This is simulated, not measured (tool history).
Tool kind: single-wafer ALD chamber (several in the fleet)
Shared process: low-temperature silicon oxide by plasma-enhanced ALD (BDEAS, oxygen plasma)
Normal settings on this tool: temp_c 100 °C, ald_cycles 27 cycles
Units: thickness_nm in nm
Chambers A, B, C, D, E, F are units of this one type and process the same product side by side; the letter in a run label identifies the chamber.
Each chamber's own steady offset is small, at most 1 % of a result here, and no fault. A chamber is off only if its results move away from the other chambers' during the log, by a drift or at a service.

run     day  temp_c  ald_cycles  read-back reference wafer on the same gauge, thickness_nm  thickness_nm
 1C   0.242     100          27                                                     3.1715        3.8604
 2F     0.5     100          27                                                     3.1707        3.8304
 3E   0.742     100          27                                                       3.17        3.8243
 4B   0.958     100          27                                                     3.1706        3.8585
 5A     1.4     100          27                                                     3.1696        3.8896
 6D     1.8     100          27                                                     3.1702        3.8761
 7B   2.208     100          27                                                     3.1698        3.8754
 8D   2.575     100          27                                                     3.1708        3.8612
 9E   3.025     100          27                                                     3.1701        3.8314
10F   3.358     100          27                                                     3.1698        3.8248
11A   3.671     100          27                                                     3.1709        3.8859
12C   4.008     100          27                                                     3.1709        3.8399
13E   4.483     100          27                                                      3.171        3.8183
14A   4.938     100          27                                                     3.1701        3.8879
15B   5.308     100          27                                                     3.1701         3.875
16D   5.629      93          23                                                     3.1687        3.3926
17C   6.025      93          23                                                     3.1686        3.3547
18F   6.396      93          23                                                       3.17        3.3303
19B   6.675      93          23                                                     3.1706        3.3772
20F    7.05      93          23                                                     3.1708        3.3542
21E   7.346      93          23                                                     3.1698         3.343
22A   7.733     100          27                                                     3.1698        3.8706
23D   7.996     100          27                                                     3.1703        3.9109
24C   8.367     100          27                                                     3.1689        3.8594
25B   8.658     100          27                                                     3.1712        3.8681
26A   9.008     100          27                                                     3.1704         3.886
27F   9.346     100          27                                                     3.1696        3.8287
28E   9.812     100          27                                                     3.1708        3.8369
29C  10.262     100          27                                                     3.1697        3.8469
30D  10.567     100          27                                                     3.1697        3.9233
31D  10.975     100          27                                                     3.1712          3.92
32B  11.404     100          27                                                     3.1711        3.8506
33E  11.783     100          27                                                     3.1698        3.8004
34C  12.192     100          27                                                     3.1689        3.8511
35F  12.658     100          27                                                     3.1686          3.83
36A  12.896     100          27                                                     3.1692        3.8792
37D  13.371      86          27                                                     3.1707        4.1354
38C  13.717      86          27                                                     3.1703        4.0397
39E  14.083      86          27                                                     3.1694        4.0141
40F  14.479      86          27                                                     3.1682        4.0218
41B  14.704      86          27                                                     3.1711         4.071
42A  15.046      86          27                                                     3.1703        4.0823
43A  15.279     100          27                                                     3.1703        3.8905

Next, all 6 chambers run the settings below, one line each with question marks for the results. What does each chamber give?
44A  15.621      87          27                                                                        ?
44B  15.621      87          27                                                                        ?
44C  15.621      87          27                                                                        ?
44D  15.621      87          27                                                                        ?
44E  15.621      87          27                                                                        ?
44F  15.621      87          27                                                                        ?

run  thickness_nm
44A        4.0637
44B        4.0633
44C        4.0313
44D        4.1244
44E        3.9945
44F        4.0147

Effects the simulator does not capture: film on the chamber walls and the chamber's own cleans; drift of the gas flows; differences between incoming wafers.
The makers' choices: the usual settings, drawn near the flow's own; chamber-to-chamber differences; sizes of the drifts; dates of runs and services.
